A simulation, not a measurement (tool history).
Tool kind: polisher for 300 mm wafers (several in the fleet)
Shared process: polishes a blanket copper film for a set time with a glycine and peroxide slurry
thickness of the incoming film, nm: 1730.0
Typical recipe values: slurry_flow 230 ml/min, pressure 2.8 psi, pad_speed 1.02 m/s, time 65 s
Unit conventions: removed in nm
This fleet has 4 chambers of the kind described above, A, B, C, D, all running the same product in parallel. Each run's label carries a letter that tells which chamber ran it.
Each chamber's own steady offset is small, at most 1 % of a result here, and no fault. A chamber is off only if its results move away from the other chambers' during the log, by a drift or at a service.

run	day	slurry_flow	pressure	pad_speed	time	removed
1C	0.200	230	2.8	1.02	65	293.76
# day 0.312: chamber C: worn pad replaced by a new one
2D	0.367	230	2.8	1.02	65	297.28
3B	0.558	230	2.8	1.02	65	291.67
# day 0.638: chamber B: worn pad replaced by a new one
4A	0.800	230	2.8	1.02	65	294.19
# day 0.896: chamber A: worn pad replaced by a new one
5A	1.092	230	2.8	1.02	65	293.77
6D	1.296	230	2.8	1.02	65	297.61
7B	1.454	260	3.1	1.02	65	322.21
8C	1.704	260	3.1	1.02	65	326.48
9C	2.004	260	3.1	1.02	65	324.57
10B	2.175	260	3.1	1.02	65	322.02
11A	2.392	230	2.8	1.02	65	294.63
12D	2.658	230	2.8	1.02	87	393.71
13B	2.908	230	2.8	1.02	87	393.15
14D	3.138	230	2.8	1.02	87	395.61
15C	3.292	230	2.8	1.02	87	397.23
16A	3.496	230	2.8	1.02	65	291.60
# day 3.596: chamber A: head pressure recalibrated
# day 3.738: chamber A: worn pad replaced by a new one
17C	3.758	230	2.8	1.02	65	296.33
18B	4.062	230	2.8	1.02	65	289.51
19A	4.325	230	2.8	1.02	65	280.28
20D	4.621	230	2.8	1.02	65	297.78
21A	4.812	230	2.8	1.02	65	283.60
# day 4.862: chamber D: worn pad replaced by a new one
# day 4.883: chamber A: slurry nozzle cleaned
# day 4.888: chamber B: worn pad replaced by a new one
22D	5.000	230	2.8	1.02	65	294.59
23B	5.142	185	2.8	0.90	65	257.54
24C	5.292	185	2.8	0.90	65	258.65
25C	5.433	185	2.8	0.90	65	256.08
26D	5.629	185	2.8	0.90	65	259.41
27A	5.850	230	3.2	1.02	65	316.70
28B	6.133	230	3.2	1.02	65	328.37
# day 6.217: chamber C: worn pad replaced by a new one
29C	6.446	230	3.2	1.02	65	329.86
# day 6.550: chamber A: worn pad replaced by a new one
30D	6.712	230	3.2	1.02	65	328.27
31A	6.904	265	2.8	1.24	65	337.82
32B	7.208	265	2.8	1.24	65	352.14
33C	7.492	265	2.8	1.24	65	354.46
34B	7.688	265	2.8	1.24	65	349.11
# day 7.696: chamber C: slurry nozzle cleaned
35D	7.912	230	2.8	1.02	65	292.50
36A	8.125	230	2.8	1.02	65	284.10
37C	8.358	230	2.8	1.02	65	295.81
38A	8.546	230	2.8	1.02	65	281.41
39B	8.838	230	2.8	1.02	65	290.65
# day 8.842: chamber B: worn pad replaced by a new one
40D	9.046	230	2.8	1.02	65	298.77
41B	9.242	230	2.8	1.02	65	290.99
42D	9.479	230	2.8	1.02	65	293.48

Does one chamber stand apart from the rest, does the shared gauge drift, or is all well apart from small per-chamber offsets? Give the chamber and the most likely cause, where there is one.

Chamber A came out of a service off from its peers and stayed that way.
Likeliest cause: head's pressure below its setpoint, % = 4.5.

Chamber A could run next with any of the 4 candidate recipes listed below; each alters the usual settings, and their results appear as question marks. Which one brings its results back in line with what the other chambers deliver on the usual settings?
Allowed miss from the other chambers' usual-settings mean, per result, to count as in line: removed 6.20 nm
43A-1	9.708	175	2.8	1.02	65	?
43A-2	9.708	235	2.8	1.12	65	?
43A-3	9.708	230	2.8	1.08	65	?
43A-4	9.708	230	2.7	1.00	63	?

The mean the other chambers reach with the usual settings: removed 294.43 nm
run	removed
43A-1	270.95
43A-2	304.22
43A-3	294.50
43A-4	260.21
With 43A-3, the chamber falls back in line with the rest.

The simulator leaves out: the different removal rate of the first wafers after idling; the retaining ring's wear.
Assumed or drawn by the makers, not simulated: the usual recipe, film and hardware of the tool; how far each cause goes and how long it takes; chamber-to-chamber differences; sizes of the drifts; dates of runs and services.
